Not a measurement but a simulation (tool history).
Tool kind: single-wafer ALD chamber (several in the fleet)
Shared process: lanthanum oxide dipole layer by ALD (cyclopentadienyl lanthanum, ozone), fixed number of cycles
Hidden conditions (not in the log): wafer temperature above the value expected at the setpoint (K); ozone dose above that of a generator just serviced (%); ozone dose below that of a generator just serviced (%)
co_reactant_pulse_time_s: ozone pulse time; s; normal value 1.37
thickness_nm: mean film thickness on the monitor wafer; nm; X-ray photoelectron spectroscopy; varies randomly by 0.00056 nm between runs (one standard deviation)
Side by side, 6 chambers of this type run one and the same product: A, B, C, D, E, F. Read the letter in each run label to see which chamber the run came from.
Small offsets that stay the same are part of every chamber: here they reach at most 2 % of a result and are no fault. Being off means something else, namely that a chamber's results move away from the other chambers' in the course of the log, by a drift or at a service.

run	day	co_reactant_pulse_time_s	hours since the last thermocouple change	hours since the last ozone generator service	read-back reference wafer on the same gauge, thickness_nm	thickness_nm
1A	0.408	1.37	483.7	978.1	0.54815	0.53533
2B	0.783	1.37	744.3	492.0	0.54814	0.53956
3F	1.171	1.37	313.2	1971.9	0.54822	0.53822
4D	1.442	1.37	348.6	1301.7	0.54825	0.53133
5E	1.796	1.37	1197.5	575.6	0.54835	0.53951
6C	2.058	1.37	1483.1	1114.9	0.54840	0.54649
7E	2.346	1.37	1210.7	588.8	0.54835	0.54000
8B	2.667	1.37	789.5	537.2	0.54849	0.53781
9F	3.096	1.37	359.4	2018.1	0.54851	0.53759
10D	3.283	1.37	392.8	1345.9	0.54862	0.53250
11A	3.504	1.37	558.0	1052.4	0.54862	0.53663
12C	3.829	1.37	1525.6	1157.4	0.54851	0.54746
13B	4.183	0.92	825.9	573.6	0.54885	0.48228
14C	4.446	0.92	1540.4	1172.2	0.54869	0.49356
15D	4.683	0.92	426.4	1379.5	0.54883	0.47568
16A	5.062	0.92	595.4	1089.8	0.54896	0.48351
17E	5.250	0.92	1280.4	658.5	0.54890	0.48327
18F	5.617	0.92	419.9	2078.6	0.54896	0.48524
19C	5.846	1.06	1574.0	1205.8	0.54902	0.51509
20E	6.050	1.06	1299.6	677.7	0.54910	0.50639
# day 6.083: chamber C: ozone generator serviced
21A	6.304	1.06	625.2	1119.6	0.54909	0.50537
22B	6.550	1.06	882.7	630.4	0.54905	0.50627
23F	6.958	1.06	452.1	2110.8	0.54930	0.50818
24D	7.250	1.06	488.0	1441.1	0.54930	0.50047
25C	7.483	1.37	1613.3	33.6	0.54922	0.54809
26E	7.808	1.37	1341.8	719.9	0.54930	0.54069
27F	8.050	1.37	478.3	2137.0	0.54933	0.53796
28D	8.429	1.37	516.3	1469.4	0.54953	0.53268
29B	8.779	1.37	936.2	683.9	0.54970	0.54073
30A	9.038	1.37	690.8	1185.2	0.54945	0.53803
31A	9.338	1.37	698.0	1192.4	0.54968	0.53807
32F	9.675	1.37	517.3	2176.0	0.54977	0.53913
33D	9.879	1.63	551.1	1504.2	0.54960	0.54892
34B	10.279	1.63	972.2	719.9	0.54973	0.55534
35C	10.571	1.63	1687.4	107.7	0.54983	0.56420
36E	10.988	1.63	1418.1	796.2	0.54989	0.55818
# day 11.162: chamber A: ozone generator serviced
37A	11.196	1.63	742.6	0.8	0.55013	0.55288
38E	11.550	1.63	1431.6	809.7	0.55009	0.55552
39D	11.967	1.37	601.2	1554.3	0.55018	0.53360
# day 12.317: chamber F: ozone generator serviced
40F	12.371	1.37	582.0	1.3	0.55021	0.53881
41B	12.650	1.37	1029.1	776.8	0.55035	0.54000
42C	12.900	1.37	1743.3	163.6	0.55017	0.54779

One chamber off, gauge drift, or nothing amiss beyond the chambers' own small offsets? If it is a chamber, which one, and what is the likeliest cause?

The shared gauge is drifting. All chambers look as if they move in step, but none is off.
What lies behind it: gauge reads high (%) = 0.427.
